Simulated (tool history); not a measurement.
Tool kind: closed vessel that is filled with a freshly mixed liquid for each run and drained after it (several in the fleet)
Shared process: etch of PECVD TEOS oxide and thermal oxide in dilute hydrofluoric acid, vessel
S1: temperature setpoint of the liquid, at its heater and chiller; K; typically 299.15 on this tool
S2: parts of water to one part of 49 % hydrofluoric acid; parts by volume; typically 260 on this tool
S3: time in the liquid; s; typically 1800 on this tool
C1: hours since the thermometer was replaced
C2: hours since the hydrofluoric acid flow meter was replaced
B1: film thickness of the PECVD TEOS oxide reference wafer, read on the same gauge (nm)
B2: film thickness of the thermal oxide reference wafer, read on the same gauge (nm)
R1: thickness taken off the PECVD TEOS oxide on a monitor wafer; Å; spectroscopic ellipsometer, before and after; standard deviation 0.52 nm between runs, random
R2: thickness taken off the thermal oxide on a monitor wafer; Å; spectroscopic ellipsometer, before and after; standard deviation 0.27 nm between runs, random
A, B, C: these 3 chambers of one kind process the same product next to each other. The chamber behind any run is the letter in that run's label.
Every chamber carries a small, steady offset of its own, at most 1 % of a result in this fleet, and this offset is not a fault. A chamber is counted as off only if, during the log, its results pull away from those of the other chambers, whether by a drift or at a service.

run	hour	S1	S2	S3	C1	C2	B1	B2	R1	R2
1A	15.5	299.15	260	1800	380	1057.3	30.016	29.981	528.69	283.14
2C	24.9	299.15	260	1800	778.3	1463.7	30.028	30.036	534.1	286.04
3B	33.9	299.15	260	1800	401.5	301.8	29.947	29.963	537.26	278.72
4B	44.8	299.15	260	1800	412.4	312.7	29.959	29.973	533.21	282.97
5A	52.2	299.15	260	1800	416.7	1094	29.939	29.954	529.66	281.8
6C	64.3	299.15	260	1800	817.7	1503.1	30.025	30.046	538.16	287.27
7A	76.3	299.15	260	1800	440.8	1118.1	30.013	29.983	526.66	281.42
8B	87	299.15	260	1800	454.6	354.9	29.968	30.002	525.97	282.01
9C	100.6	299.15	260	1800	854	1539.4	29.968	30.005	525.12	282.95
10C	112.1	296.15	260	1230	865.5	1550.9	29.967	29.953	328.83	175.61
11B	127	296.15	260	1230	494.6	394.9	29.993	29.985	328.65	176.79
12A	138.8	296.15	260	1230	503.3	1180.6	29.956	30.029	328.2	173.42
13C	150.8	296.15	260	1395	904.2	1589.6	30.027	30.016	368.01	195.89
14B	167	296.15	260	1395	534.6	434.9	29.988	29.995	376.22	199.17
15A	180.8	296.15	260	1395	545.3	1222.6	30.05	29.99	371.16	201.1
16C	192.4	299.15	260	1800	945.8	1631.2	30.038	30.023	520.84	274.53
17A	202.5	299.15	260	1800	567	1244.3	30.009	30	525.32	286.18
18B	211.4	299.15	260	1800	579	479.3	30.041	30.015	528.03	283.61
19A	223.9	299.15	260	1800	588.4	1265.7	30.055	29.999	526.75	281.27
20B	235	299.15	260	1800	602.6	502.9	30.04	29.99	529.27	279.97
21C	246.7	299.15	260	1800	1000.1	1685.5	30.001	29.995	502.45	271.11
22A	262.7	299.15	260	1800	627.2	1304.5	30.009	29.996	532.12	282.52
23B	272.9	304.15	260	1800	640.5	540.8	29.962	29.986	629.94	330.12
24C	281.7	304.15	260	1800	1035.1	1720.5	29.984	30.017	606.43	320.48
25C	297.9	304.15	260	1800	1051.3	1736.7	30.004	30.02	603.9	322.01
26B	310.1	299.15	260	1800	677.7	578	30.014	29.965	521.37	280.82
# hour 313.5: chamber A: thermometer replaced
27A	325.6	299.15	260	1800	12.1	1367.4	30.011	30.007	532.93	283.34
28A	336.5	296.15	260	1800	23	1378.3	30.041	30.008	476.62	252.88
29C	351.1	296.15	260	1800	1104.5	1789.9	29.996	29.982	455.15	242.29
30B	366.9	296.15	260	1800	734.5	634.8	29.984	29.998	481.16	253.66
31A	380.9	299.15	260	1800	67.4	1422.7	30.026	29.993	523.79	284.58
32B	391.3	299.15	260	1800	758.9	659.2	29.998	30.013	530.99	283.53
33C	407.6	299.15	260	1800	1161	1846.4	29.995	30.006	490.55	262.45
34A	415.9	299.15	260	1800	102.4	1457.7	30.003	30.002	530.04	287.94
35C	428.6	302.15	260	2145	1182	1867.4	29.974	30.014	652.64	350.56
36B	439.5	302.15	260	2145	807.1	707.4	30.018	29.993	699.97	366.74

Each of the 3 chambers runs these same settings next. Fill in every chamber's results:
37A	451.4	299.15	140	1800					?	?
37B	451.4	299.15	140	1800					?	?
37C	451.4	299.15	140	1800					?	?

run	R1	R2
37A	1092.7	597.47
37B	1139.7	615.6
37C	991.05	554.58
